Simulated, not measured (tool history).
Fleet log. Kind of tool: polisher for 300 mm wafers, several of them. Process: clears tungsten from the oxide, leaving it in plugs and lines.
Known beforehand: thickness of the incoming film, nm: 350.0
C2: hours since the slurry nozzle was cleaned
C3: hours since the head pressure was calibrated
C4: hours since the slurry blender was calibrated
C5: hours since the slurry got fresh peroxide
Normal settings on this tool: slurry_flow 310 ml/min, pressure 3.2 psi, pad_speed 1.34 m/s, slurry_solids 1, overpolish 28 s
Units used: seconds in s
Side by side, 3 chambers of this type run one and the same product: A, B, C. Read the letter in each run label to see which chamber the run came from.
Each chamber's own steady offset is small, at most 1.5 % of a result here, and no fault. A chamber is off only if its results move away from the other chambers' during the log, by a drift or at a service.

Run 1B, day 0.179: usual settings; wafers polished on this pad 893; C2 74.2; C3 974.5; C4 4.9; C5 47.5. Result: seconds 56.213 s.
At day 0.188: chamber C: slurry tank refilled with fresh slurry and peroxide.
Run 2C, day 0.275: usual settings; wafers polished on this pad 680; C2 179.2; C3 277.7; C4 351.6; C5 2.2. Result: seconds 56.076 s.
Run 3A, day 0.392: usual settings; wafers polished on this pad 516; C2 135.3; C3 29.3; C4 132.1; C5 95.6. Result: seconds 54.551 s.
Run 4A, day 0.588: usual settings; wafers polished on this pad 546; C2 140; C3 34; C4 136.8; C5 100.3. Result: seconds 55.993 s.
Run 5B, day 0.725: usual settings; wafers polished on this pad 976; C2 87.3; C3 987.6; C4 18; C5 60.6. Result: seconds 56.983 s.
Run 6C, day 0.812: usual settings; wafers polished on this pad 762; C2 192.1; C3 290.6; C4 364.5; C5 15.1. Result: seconds 56.366 s.
Run 7C, day 1.004: usual settings but pressure 2.6 psi, slurry_solids 0.85; wafers polished on this pad 791; C2 196.7; C3 295.2; C4 369.1; C5 19.7. Result: seconds 71.925 s.
At day 1.158: chamber C: slurry blender recalibrated.
Run 8B, day 1.188: usual settings but pressure 2.6 psi, slurry_solids 0.85; wafers polished on this pad 1046; C2 98.4; C3 998.7; C4 29.1; C5 71.7. Result: seconds 73.015 s.
Run 9A, day 1.367: usual settings but pressure 2.6 psi, slurry_solids 0.85; wafers polished on this pad 664; C2 158.7; C3 52.7; C4 155.5; C5 119. Result: seconds 70.762 s.
Run 10A, day 1.542: usual settings; wafers polished on this pad 691; C2 162.9; C3 56.9; C4 159.7; C5 123.2. Result: seconds 56.731 s.
Run 11B, day 1.683: usual settings; wafers polished on this pad 1122; C2 110.3; C3 1010.6; C4 41; C5 83.6. Result: seconds 56.277 s.
At day 1.771: chamber A: slurry blender recalibrated.
Run 12C, day 1.821: usual settings; wafers polished on this pad 915; C2 216.3; C3 314.8; C4 15.9; C5 39.3. Result: seconds 56.617 s.
Run 13B, day 1.979: usual settings but pressure 2.4 psi; wafers polished on this pad 1167; C2 117.4; C3 1017.7; C4 48.1; C5 90.7. Result: seconds 75.802 s.
Run 14A, day 2.142: usual settings but pressure 2.4 psi; wafers polished on this pad 782; C2 177.3; C3 71.3; C4 9; C5 137.6. Result: seconds 72.914 s.
Run 15C, day 2.242: usual settings but pressure 2.4 psi; wafers polished on this pad 979; C2 226.4; C3 324.9; C4 26; C5 49.4. Result: seconds 76.18 s.
Run 16A, day 2.412: usual settings; wafers polished on this pad 823; C2 183.8; C3 77.8; C4 15.5; C5 144.1. Result: seconds 55.025 s.
Run 17C, day 2.554: usual settings; wafers polished on this pad 1027; C2 233.9; C3 332.4; C4 33.5; C5 56.9. Result: seconds 55.888 s.
Run 18B, day 2.729: usual settings; wafers polished on this pad 1281; C2 135.4; C3 1035.7; C4 66.1; C5 108.7. Result: seconds 57.726 s.
At day 2.8: chamber B: worn pad replaced by a new one.
Run 19B, day 2.904: usual settings; wafers polished on this pad 16; C2 139.6; C3 1039.9; C4 70.3; C5 112.9. Result: seconds 60.13 s.
At day 3.025: chamber A: worn pad replaced by a new one.
Run 20A, day 3.038: usual settings; wafers polished on this pad 2; C2 198.8; C3 92.8; C4 30.5; C5 159.1. Result: seconds 54.75 s.
Run 21C, day 3.125: usual settings; wafers polished on this pad 1113; C2 247.6; C3 346.1; C4 47.2; C5 70.6. Result: seconds 54.641 s.
Run 22B, day 3.246: usual settings; wafers polished on this pad 68; C2 147.8; C3 1048.1; C4 78.5; C5 121.1. Result: seconds 61.781 s.
At day 3.283: chamber C: slurry tank refilled with fresh slurry and peroxide.
Run 23A, day 3.429: usual settings; wafers polished on this pad 61; C2 208.2; C3 102.2; C4 39.9; C5 168.5. Result: seconds 55.59 s.
Run 24C, day 3.512: usual settings; wafers polished on this pad 1172; C2 256.9; C3 355.4; C4 56.5; C5 5.6. Result: seconds 55.567 s.
Run 25B, day 3.638: usual settings; wafers polished on this pad 127; C2 157.2; C3 1057.5; C4 87.9; C5 130.5. Result: seconds 65.571 s.
At day 3.771: chamber A: slurry tank refilled with fresh slurry and peroxide.
Run 26C, day 3.817: usual settings; wafers polished on this pad 1218; C2 264.2; C3 362.7; C4 63.8; C5 12.9. Result: seconds 55.346 s.
Run 27A, day 3.967: usual settings; wafers polished on this pad 143; C2 221.1; C3 115.1; C4 52.8; C5 4.8. Result: seconds 54.51 s.

All 3 chambers run these settings next. Forecast each chamber's results:
Run 28A, day 4.104: usual settings. Result: seconds ?.
Run 28B, day 4.104: usual settings. Result: seconds ?.
Run 28C, day 4.104: usual settings. Result: seconds ?.

run  seconds
28A   53.962
28B   66.817
28C   54.943
